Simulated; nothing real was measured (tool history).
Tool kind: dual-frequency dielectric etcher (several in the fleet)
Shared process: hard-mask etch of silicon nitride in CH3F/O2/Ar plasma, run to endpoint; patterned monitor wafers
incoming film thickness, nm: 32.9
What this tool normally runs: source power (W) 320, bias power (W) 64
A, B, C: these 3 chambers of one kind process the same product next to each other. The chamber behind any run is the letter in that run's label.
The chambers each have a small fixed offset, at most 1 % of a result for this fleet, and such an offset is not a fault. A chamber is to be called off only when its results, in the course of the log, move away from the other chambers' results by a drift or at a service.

| run | hour | source power (W) | bias power (W) | endpoint time (s) |
|---|---|---|---|---|
| 1B | 4.4 | 320 | 64 | 53.062 |
|  | 7 | chamber C: wet clean of the chamber |
| 2A | 7.3 | 320 | 64 | 53.045 |
| 3C | 10 | 320 | 64 | 54.078 |
|  | 13.1 | chamber B: wet clean of the chamber |
| 4A | 13.7 | 320 | 64 | 52.924 |
| 5B | 17.4 | 320 | 64 | 53.619 |
| 6C | 21.9 | 320 | 64 | 54.432 |
| 7B | 26.7 | 250 | 64 | 58.406 |
| 8C | 30.2 | 250 | 64 | 59.573 |
| 9A | 32.8 | 250 | 64 | 58.628 |
| 10C | 36.8 | 380 | 74 | 47.618 |
| 11B | 40.5 | 380 | 74 | 47.787 |
| 12A | 45.2 | 380 | 74 | 47.47 |
| 13A | 49 | 290 | 64 | 55.648 |
| 14C | 51.6 | 290 | 64 | 56.118 |
| 15B | 56.1 | 290 | 64 | 56.004 |
| 16C | 59.5 | 320 | 64 | 53.931 |
| 17A | 62.4 | 370 | 59 | 51.92 |
| 18B | 66.5 | 370 | 59 | 51.51 |
| 19B | 71.5 | 370 | 59 | 52.221 |
| 20C | 76.3 | 320 | 50 | 58.292 |
| 21A | 78.5 | 320 | 50 | 57.424 |
| 22C | 81.8 | 320 | 50 | 57.848 |
| 23B | 85.1 | 320 | 64 | 53.57 |
| 24A | 89.1 | 320 | 64 | 52.362 |
| 25A | 93.1 | 320 | 64 | 51.816 |
| 26C | 97.6 | 320 | 64 | 53.868 |
| 27B | 101.3 | 320 | 64 | 53.586 |
| 28C | 106.2 | 320 | 64 | 53.956 |
| 29A | 110.8 | 380 | 54 | 51.832 |
| 30B | 114.1 | 380 | 54 | 52.999 |
| 31C | 117.9 | 380 | 54 | 53.275 |
| 32B | 122.6 | 270 | 53 | 60.052 |
| 33A | 125.1 | 270 | 53 | 58.587 |
| 34B | 130.2 | 270 | 53 | 60.499 |
| 35A | 132.9 | 320 | 64 | 51.895 |
| 36C | 137 | 320 | 64 | 53.82 |
| 37C | 140.9 | 320 | 64 | 53.192 |
| 38B | 143.6 | 320 | 64 | 54.402 |
| 39A | 146.7 | 320 | 64 | 52.001 |
| 40A | 151.5 | 320 | 64 | 51.62 |
| 41B | 154.5 | 320 | 64 | 53.831 |
| 42C | 158.1 | 320 | 64 | 54.17 |
| 43B | 162.8 | 320 | 64 | 53.593 |

Each of the 3 chambers runs these same settings next. Fill in every chamber's results:
| 44A | 166.5 | 320 | 58 | ? |
| 44B | 166.5 | 320 | 58 | ? |
| 44C | 166.5 | 320 | 58 | ? |

| run | endpoint time (s) |
|---|---|
| 44A | 52.986 |
| 44B | 54.939 |
| 44C | 56.282 |
